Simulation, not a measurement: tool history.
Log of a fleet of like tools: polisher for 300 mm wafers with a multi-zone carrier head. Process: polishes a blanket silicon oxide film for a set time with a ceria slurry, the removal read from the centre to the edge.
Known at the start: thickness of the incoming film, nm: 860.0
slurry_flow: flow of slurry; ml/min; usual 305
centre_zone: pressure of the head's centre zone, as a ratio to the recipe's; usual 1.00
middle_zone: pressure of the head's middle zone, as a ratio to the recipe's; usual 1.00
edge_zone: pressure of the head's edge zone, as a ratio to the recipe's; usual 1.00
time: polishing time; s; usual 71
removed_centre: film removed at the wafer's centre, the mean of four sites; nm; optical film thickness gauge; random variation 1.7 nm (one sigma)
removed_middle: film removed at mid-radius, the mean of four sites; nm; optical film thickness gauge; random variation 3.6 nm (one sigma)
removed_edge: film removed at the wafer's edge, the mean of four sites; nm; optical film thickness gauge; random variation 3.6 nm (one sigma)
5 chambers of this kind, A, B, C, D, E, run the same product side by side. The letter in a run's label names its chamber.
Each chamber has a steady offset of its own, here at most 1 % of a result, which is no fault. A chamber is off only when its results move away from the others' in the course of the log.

run,hour,slurry_flow,centre_zone,middle_zone,edge_zone,time,removed_centre,removed_middle,removed_edge
1A,6.4,305,1.00,1.00,1.00,71,253.67,249.60,255.66
2C,16.0,305,1.00,1.00,1.00,71,249.97,248.28,256.00
# hour 18.8: chamber C: worn pad replaced by a new one
3D,21.2,305,1.00,1.00,1.00,71,247.75,251.88,244.59
# hour 25.8: chamber E: worn pad replaced by a new one
4E,31.1,305,1.00,1.00,1.00,71,248.15,249.76,244.29
5B,37.4,305,1.00,1.00,1.00,71,251.38,245.34,245.48
6A,46.7,305,1.00,1.00,1.00,71,248.07,247.04,252.13
7B,54.9,305,1.00,1.00,1.00,71,251.92,250.63,248.89
8E,63.6,305,1.00,1.00,1.00,71,248.61,250.79,251.58
9C,71.9,305,1.00,1.00,1.00,71,249.86,247.03,249.22
# hour 75.4: chamber A: worn pad replaced by a new one
10D,81.8,305,0.93,1.00,0.92,71,228.65,248.46,234.63
11A,87.3,305,0.93,1.00,0.92,71,230.07,244.97,241.84
# hour 90.8: chamber C: worn pad replaced by a new one
12B,97.6,305,0.93,1.00,0.92,71,229.64,250.95,239.01
13D,102.5,305,0.93,1.00,0.92,71,230.29,250.59,240.03
14C,107.3,305,0.93,1.00,0.92,71,232.33,250.96,238.63
# hour 107.9: chamber B: worn pad replaced by a new one
15E,116.8,305,1.00,1.00,1.00,71,249.98,255.53,249.32
# hour 123.6: chamber E: slurry nozzle cleaned
# hour 124.1: chamber D: worn pad replaced by a new one
16C,125.3,305,1.00,1.00,1.00,71,251.11,242.13,250.62
# hour 131.0: chamber A: slurry nozzle cleaned
17B,131.9,305,1.00,1.00,1.00,71,250.75,247.95,252.80
# hour 136.9: chamber D: centre zone pressure recalibrated
18E,137.6,305,1.00,1.00,1.00,71,248.00,249.82,243.77
19A,144.0,380,1.00,1.00,1.00,71,254.89,253.22,249.87
# hour 144.8: chamber A: worn pad replaced by a new one
# hour 145.6: chamber E: worn pad replaced by a new one
20D,151.2,380,1.00,1.00,1.00,71,256.40,253.15,252.27
21C,157.4,380,1.00,1.00,1.00,71,260.07,252.58,252.24
22E,164.5,380,1.00,1.00,1.00,71,255.39,254.13,257.82
23A,171.9,380,1.00,1.00,1.00,71,256.31,255.14,260.11
# hour 172.6: chamber C: centre zone pressure recalibrated
# hour 174.4: chamber C: worn pad replaced by a new one
24B,177.9,305,1.00,1.00,1.00,90,317.25,310.40,320.33
25D,185.7,305,1.00,1.00,1.00,90,316.89,323.77,308.12
26E,196.2,305,1.00,1.00,1.00,90,315.10,313.80,324.70
27C,206.7,305,1.00,1.00,1.00,90,318.33,312.00,320.93
# hour 211.1: chamber C: edge zone pressure recalibrated
28D,214.7,305,1.00,1.00,1.00,90,313.96,319.99,308.27
29A,222.8,305,1.00,1.00,1.00,71,251.79,256.10,255.81
# hour 225.4: chamber A: worn pad replaced by a new one
30B,228.3,305,1.05,0.95,1.00,71,264.33,234.48,249.90
# hour 232.8: chamber C: slurry nozzle cleaned
31A,238.0,305,1.05,0.95,1.00,71,264.79,240.14,244.85
32C,247.0,305,1.05,0.95,1.00,71,268.87,234.92,246.98
33B,252.9,305,1.05,0.95,1.00,71,265.31,232.28,251.48
34D,257.8,305,1.05,0.95,1.00,71,266.61,240.58,247.46

Is one chamber off against the others, does the gauge drift, or is nothing wrong? If a chamber is off, say which, and what the likeliest cause is.

No chamber stands off beyond its own small offset, and the gauge holds steady.

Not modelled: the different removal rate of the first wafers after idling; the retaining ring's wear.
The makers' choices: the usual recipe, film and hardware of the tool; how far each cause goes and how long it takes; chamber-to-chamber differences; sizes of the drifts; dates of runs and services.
